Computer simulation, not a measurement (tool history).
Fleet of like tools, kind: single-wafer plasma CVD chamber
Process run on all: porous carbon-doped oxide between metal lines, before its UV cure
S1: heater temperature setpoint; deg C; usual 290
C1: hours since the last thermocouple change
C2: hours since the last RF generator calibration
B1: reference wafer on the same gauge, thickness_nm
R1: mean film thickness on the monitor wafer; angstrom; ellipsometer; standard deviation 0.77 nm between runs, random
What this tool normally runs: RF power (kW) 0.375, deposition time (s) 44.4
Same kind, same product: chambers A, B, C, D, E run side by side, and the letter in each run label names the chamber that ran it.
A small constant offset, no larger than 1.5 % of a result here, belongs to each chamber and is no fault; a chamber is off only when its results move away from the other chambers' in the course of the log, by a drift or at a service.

{"run": "1B", "day": 0.117, "S1": 290, "RF power (kW)": 0.375, "deposition time (s)": 44.4, "C1": 1745.3, "C2": 1529.6, "B1": 218.09, "R1": 2033.4}
{"day": 0.183, "done": "chamber C: thermocouple changed; heater temperature recalibrated"}
{"run": "2A", "day": 0.258, "S1": 290, "RF power (kW)": 0.375, "deposition time (s)": 44.4, "C1": 1497.9, "C2": 357.7, "B1": 218.09, "R1": 2035.9}
{"run": "3D", "day": 0.4, "S1": 290, "RF power (kW)": 0.375, "deposition time (s)": 44.4, "C1": 1571.7, "C2": 955.7, "B1": 217.82, "R1": 2021.8}
{"day": 0.458, "done": "chamber B: thermocouple changed; heater temperature recalibrated"}
{"run": "4C", "day": 0.65, "S1": 290, "RF power (kW)": 0.375, "deposition time (s)": 44.4, "C1": 11.2, "C2": 683.0, "B1": 217.65, "R1": 2051.6}
{"run": "5E", "day": 0.817, "S1": 290, "RF power (kW)": 0.375, "deposition time (s)": 44.4, "C1": 504.0, "C2": 975.4, "B1": 217.94, "R1": 2022.7}
{"run": "6B", "day": 0.992, "S1": 290, "RF power (kW)": 0.375, "deposition time (s)": 44.4, "C1": 12.8, "C2": 1550.6, "B1": 218.1, "R1": 2022.5}
{"run": "7C", "day": 1.167, "S1": 290, "RF power (kW)": 0.375, "deposition time (s)": 44.4, "C1": 23.6, "C2": 695.4, "B1": 217.8, "R1": 2054.6}
{"run": "8E", "day": 1.317, "S1": 290, "RF power (kW)": 0.375, "deposition time (s)": 44.4, "C1": 516.0, "C2": 987.4, "B1": 217.88, "R1": 2022.4}
{"run": "9D", "day": 1.562, "S1": 290, "RF power (kW)": 0.375, "deposition time (s)": 44.4, "C1": 1599.6, "C2": 983.6, "B1": 218.08, "R1": 2019.5}
{"run": "10A", "day": 1.804, "S1": 290, "RF power (kW)": 0.375, "deposition time (s)": 44.4, "C1": 1535.0, "C2": 394.8, "B1": 218.22, "R1": 2028.0}
{"run": "11A", "day": 1.925, "S1": 290, "RF power (kW)": 0.375, "deposition time (s)": 44.4, "C1": 1537.9, "C2": 397.7, "B1": 218.13, "R1": 2021.2}
{"run": "12B", "day": 2.167, "S1": 290, "RF power (kW)": 0.375, "deposition time (s)": 44.4, "C1": 41.0, "C2": 1578.8, "B1": 217.85, "R1": 2029.3}
{"run": "13D", "day": 2.312, "S1": 290, "RF power (kW)": 0.375, "deposition time (s)": 44.4, "C1": 1617.6, "C2": 1001.6, "B1": 217.81, "R1": 2041.8}
{"run": "14E", "day": 2.558, "S1": 290, "RF power (kW)": 0.375, "deposition time (s)": 44.4, "C1": 545.8, "C2": 1017.2, "B1": 217.83, "R1": 2019.2}
{"run": "15C", "day": 2.712, "S1": 290, "RF power (kW)": 0.375, "deposition time (s)": 44.4, "C1": 60.7, "C2": 732.5, "B1": 218.09, "R1": 2063.4}
{"run": "16D", "day": 2.917, "S1": 297, "RF power (kW)": 0.375, "deposition time (s)": 36.6, "C1": 1632.1, "C2": 1016.1, "B1": 217.99, "R1": 1612.4}
{"run": "17B", "day": 3.112, "S1": 297, "RF power (kW)": 0.375, "deposition time (s)": 36.6, "C1": 63.7, "C2": 1601.5, "B1": 217.96, "R1": 1599.4}
{"run": "18E", "day": 3.342, "S1": 297, "RF power (kW)": 0.375, "deposition time (s)": 36.6, "C1": 564.6, "C2": 1036.0, "B1": 218.04, "R1": 1582.8}
{"run": "19C", "day": 3.554, "S1": 297, "RF power (kW)": 0.375, "deposition time (s)": 36.6, "C1": 80.9, "C2": 752.7, "B1": 217.85, "R1": 1629.7}
{"run": "20A", "day": 3.771, "S1": 297, "RF power (kW)": 0.375, "deposition time (s)": 36.6, "C1": 1582.2, "C2": 442.0, "B1": 217.94, "R1": 1605.8}
{"run": "21C", "day": 3.908, "S1": 290, "RF power (kW)": 0.375, "deposition time (s)": 44.4, "C1": 89.4, "C2": 761.2, "B1": 218.07, "R1": 2055.6}
{"run": "22A", "day": 4.029, "S1": 290, "RF power (kW)": 0.375, "deposition time (s)": 44.4, "C1": 1588.4, "C2": 448.2, "B1": 218.0, "R1": 2039.6}
{"run": "23E", "day": 4.188, "S1": 290, "RF power (kW)": 0.375, "deposition time (s)": 44.4, "C1": 584.9, "C2": 1056.3, "B1": 217.69, "R1": 2005.6}
{"run": "24B", "day": 4.329, "S1": 290, "RF power (kW)": 0.375, "deposition time (s)": 44.4, "C1": 92.9, "C2": 1630.7, "B1": 218.13, "R1": 2021.9}
{"run": "25D", "day": 4.458, "S1": 290, "RF power (kW)": 0.375, "deposition time (s)": 44.4, "C1": 1669.1, "C2": 1053.1, "B1": 217.93, "R1": 2015.5}
{"run": "26E", "day": 4.604, "S1": 290, "RF power (kW)": 0.375, "deposition time (s)": 44.4, "C1": 594.9, "C2": 1066.3, "B1": 217.99, "R1": 1986.1}
{"run": "27B", "day": 4.742, "S1": 290, "RF power (kW)": 0.375, "deposition time (s)": 44.4, "C1": 102.8, "C2": 1640.6, "B1": 218.02, "R1": 2021.7}
{"run": "28A", "day": 4.883, "S1": 290, "RF power (kW)": 0.375, "deposition time (s)": 44.4, "C1": 1608.9, "C2": 468.7, "B1": 218.04, "R1": 2009.2}
{"run": "29D", "day": 5.121, "S1": 290, "RF power (kW)": 0.31, "deposition time (s)": 50.8, "C1": 1685.0, "C2": 1069.0, "B1": 218.07, "R1": 1975.6}
{"run": "30C", "day": 5.354, "S1": 290, "RF power (kW)": 0.31, "deposition time (s)": 50.8, "C1": 124.1, "C2": 795.9, "B1": 217.99, "R1": 2014.3}
{"run": "31C", "day": 5.546, "S1": 290, "RF power (kW)": 0.31, "deposition time (s)": 50.8, "C1": 128.7, "C2": 800.5, "B1": 218.0, "R1": 1998.4}
{"run": "32A", "day": 5.704, "S1": 290, "RF power (kW)": 0.31, "deposition time (s)": 50.8, "C1": 1628.6, "C2": 488.4, "B1": 218.07, "R1": 1978.2}
{"run": "33B", "day": 5.883, "S1": 290, "RF power (kW)": 0.31, "deposition time (s)": 50.8, "C1": 130.2, "C2": 1668.0, "B1": 218.03, "R1": 1966.0}
{"run": "34D", "day": 6.096, "S1": 290, "RF power (kW)": 0.375, "deposition time (s)": 44.4, "C1": 1708.4, "C2": 1092.4, "B1": 218.03, "R1": 2017.7}
{"run": "35E", "day": 6.333, "S1": 290, "RF power (kW)": 0.375, "deposition time (s)": 44.4, "C1": 636.4, "C2": 1107.8, "B1": 218.09, "R1": 1963.9}
{"run": "36D", "day": 6.462, "S1": 290, "RF power (kW)": 0.375, "deposition time (s)": 36.8, "C1": 1717.2, "C2": 1101.2, "B1": 218.1, "R1": 1686.3}
{"run": "37A", "day": 6.617, "S1": 290, "RF power (kW)": 0.375, "deposition time (s)": 36.8, "C1": 1650.5, "C2": 510.3, "B1": 217.95, "R1": 1684.1}

Does one chamber stand apart from the rest, does the shared gauge drift, or is all well apart from small per-chamber offsets? Give the chamber and the most likely cause, where there is one.

Chamber E drifts away from the others.
What lies behind it: delivered RF power below the setpoint (%) = 3.61.
The log may not separate it from: wafer temperature above the value expected at the setpoint (K).

Here are 4 candidates for chamber E's next run, each the usual settings with a change, their results left as question marks. Which one brings its results back in line with what the others give on the usual settings?
Allowed miss from the other chambers' usual-settings mean, per result, to count as in line: R1 27.0 angstrom
{"run": "38E-1", "day": 6.8, "S1": 290, "RF power (kW)": 0.375, "deposition time (s)": 44.2, "R1": "?"}
{"run": "38E-2", "day": 6.8, "S1": 291, "RF power (kW)": 0.375, "deposition time (s)": 43.3, "R1": "?"}
{"run": "38E-3", "day": 6.8, "S1": 289, "RF power (kW)": 0.385, "deposition time (s)": 44.4, "R1": "?"}
{"run": "38E-4", "day": 6.8, "S1": 290, "RF power (kW)": 0.375, "deposition time (s)": 44.6, "R1": "?"}

Mean of the other chambers on the usual settings: R1 2031.8 angstrom
run=38E-1 R1=1960.6
run=38E-2 R1=1910.2
run=38E-3 R1=2023.8
run=38E-4 R1=1977.9
38E-3 brings the chamber back in line.
